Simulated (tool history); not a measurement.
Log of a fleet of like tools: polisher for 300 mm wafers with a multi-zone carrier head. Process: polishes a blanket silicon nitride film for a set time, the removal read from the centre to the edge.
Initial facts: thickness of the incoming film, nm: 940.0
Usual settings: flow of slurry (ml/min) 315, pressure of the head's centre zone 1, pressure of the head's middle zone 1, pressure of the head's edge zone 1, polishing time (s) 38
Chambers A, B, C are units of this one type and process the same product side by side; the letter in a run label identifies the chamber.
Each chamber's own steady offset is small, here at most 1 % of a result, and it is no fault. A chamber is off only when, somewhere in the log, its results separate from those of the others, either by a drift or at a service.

run	hour	flow of slurry (ml/min)	pressure of the head's centre zone	pressure of the head's middle zone	pressure of the head's edge zone	polishing time (s)	wafers polished on this pad	hours since the slurry nozzle was cleaned	hours since the centre zone pressure was calibrated	hours since the edge zone pressure was calibrated	film removed at the wafer's centre (Å)	film removed at mid-radius (Å)	film removed at the wafer's edge (Å)
# hour 4.4: chamber A: worn pad replaced by a new one
1B	5.7	315	1	1	1	38	598	68.2	69.3	130.4	469	477.68	477.88
2C	9.7	315	1	1	1	38	1396	617.1	349	126.7	473.33	467.15	470.7
3A	15.2	315	1	1	1	38	118	149.2	993.6	175	470.42	476	467.47
4A	19.4	315	1	1	1	38	163	153.4	997.8	179.2	475.53	468.62	464.69
# hour 20: chamber C: worn pad replaced by a new one
5C	23.6	315	1	1	1	38	39	631	362.9	140.6	482.95	474.09	471.22
6B	27.2	315	1	1	1	38	832	89.7	90.8	151.9	480.03	464.01	472.94
# hour 31.9: chamber B: worn pad replaced by a new one
7B	32.1	315	1	1	1	38	2	94.6	95.7	156.8	468.27	471.35	470.6
8A	35.9	315	1	1	1	38	343	169.9	1014.3	195.7	472.15	472.51	461.62
9C	40.5	315	1	0.89	1	38	223	647.9	379.8	157.5	473.81	424.56	472.62
10B	46	315	1	0.89	1	38	153	108.5	109.6	170.7	473.66	422.22	468.07
11C	51.1	315	1	0.89	1	38	338	658.5	390.4	168.1	472.77	428.23	470.18
12A	57	315	0.92	1	1.05	38	573	191	1035.4	216.8	422.61	471.14	476.64
13B	63.1	315	0.92	1	1.05	38	340	125.6	126.7	187.8	434.68	476.86	481.7
14C	68.7	315	0.92	1	1.05	38	530	676.1	408	185.7	433.26	480.34	483.51
15A	71.7	315	1	1	1	38	733	205.7	1050.1	231.5	456.46	470.48	463.91
# hour 75.7: chamber A: worn pad replaced by a new one
16B	76.8	315	1	1	1	38	489	139.3	140.4	201.5	465.68	471.53	478.41
17C	81.2	315	1	1	1	38	666	688.6	420.5	198.2	478.49	469.38	466.29
18A	87	315	1	1	1	38	123	221	1065.4	246.8	475.18	473.76	468.43
# hour 87.1: chamber A: centre zone pressure recalibrated
19C	92.6	315	1	1	1	38	791	700	431.9	209.6	478.67	473.48	473.55
20A	97.4	375	1	1	1	48	236	231.4	10.3	257.2	651.48	601.25	588.03
21B	102.7	375	1	1	1	48	771	165.2	166.3	227.4	609.79	601.75	598.84
22B	105.6	375	1	1	1	48	803	168.1	169.2	230.3	607.44	603.84	610.37
23A	110.3	315	1	1	1	38	377	244.3	23.2	270.1	511.79	474.4	467.06
# hour 112.7: chamber B: worn pad replaced by a new one
24C	115	315	1	0.91	1	38	1035	722.4	454.3	232	482.76	433.34	477.54
25B	120.9	315	1	0.91	1	38	89	183.4	184.5	245.6	473.69	436.72	470.92
26A	125.8	315	1	0.91	1	38	546	259.8	38.7	285.6	513.47	432	467.25
27C	130.9	315	1	1	1	38	1208	738.3	470.2	247.9	474.93	469.87	466.64
28C	135.3	315	1	1	1	38	1256	742.7	474.6	252.3	486.91	469.85	470.47
# hour 136.8: chamber C: worn pad replaced by a new one
29B	138.7	315	1	1	1	38	283	201.2	202.3	263.4	459.9	473.22	474.27
30A	141.5	415	1	1	1	43	717	275.5	54.4	301.3	584.25	549.06	530.54
31A	145.8	415	1	1	1	43	764	279.8	58.7	305.6	577.56	545.02	532.16
32B	150.7	415	1	1	1	43	414	213.2	214.3	275.4	537.57	549.01	539.5
# hour 153.8: chamber A: slurry nozzle cleaned
33C	155.5	315	1	1	1	38	204	762.9	494.8	272.5	462.07	469.98	473.14
# hour 157.8: chamber A: worn pad replaced by a new one
34A	158.9	315	1	1	1	38	12	5.2	71.8	318.7	524.87	479.8	470.56
35B	162.2	315	1	1	1	38	539	224.7	225.8	286.9	473.05	469.29	471.68
36C	165.4	315	1	1	1	38	311	772.8	504.7	282.4	468.05	462.8	474.66
37A	169.5	315	1	1	1	38	127	15.8	82.4	329.3	512.85	475.2	468.76
38C	173.6	315	1	1	1	38	401	781	512.9	290.6	475.93	467.58	475.16
39B	178.2	315	1	1	1	38	714	240.7	241.8	302.9	469.64	466.39	470.76
40A	184	315	1	1	1	38	285	30.3	96.9	343.8	503.93	465.76	466.1
41C	187.1	315	1	1	1	38	548	794.5	526.4	304.1	481.69	464.79	472.33

Is one chamber off against the others, does the gauge drift, or is nothing wrong? If a chamber is off, say which, and what the likeliest cause is.

A service on chamber A put it out of line with the rest.
Cause: centre zone's pressure above its setpoint, % = 7.69.

Which of the 4 candidates below, each the usual settings with something changed and its results left as question marks, puts chamber A back in line with what the other chambers give on the usual settings?
In-line tolerance around the mean of the other chambers on the usual settings: film removed at the wafer's centre (Å) 18; film removed at mid-radius (Å) 13; film removed at the wafer's edge (Å) 11
42A-1	191.5	305	0.86	0.99	1.07	38					?	?	?
42A-2	191.5	310	0.94	1	1.03	38					?	?	?
42A-3	191.5	320	1.06	1	0.97	38					?	?	?
42A-4	191.5	325	1.15	1.01	0.93	38					?	?	?

The mean the other chambers reach with the usual settings: film removed at the wafer's centre (Å) 471.59; film removed at mid-radius (Å) 469.7; film removed at the wafer's edge (Å) 471.9
run	film removed at the wafer's centre (Å)	film removed at mid-radius (Å)	film removed at the wafer's edge (Å)
42A-1	429.7	468.02	481.41
42A-2	475.42	472.86	472.29
42A-3	544.61	473.91	458.86
42A-4	596.32	478.67	449.61
The answer is 42A-2, which returns the chamber to within the allowed miss of the others.

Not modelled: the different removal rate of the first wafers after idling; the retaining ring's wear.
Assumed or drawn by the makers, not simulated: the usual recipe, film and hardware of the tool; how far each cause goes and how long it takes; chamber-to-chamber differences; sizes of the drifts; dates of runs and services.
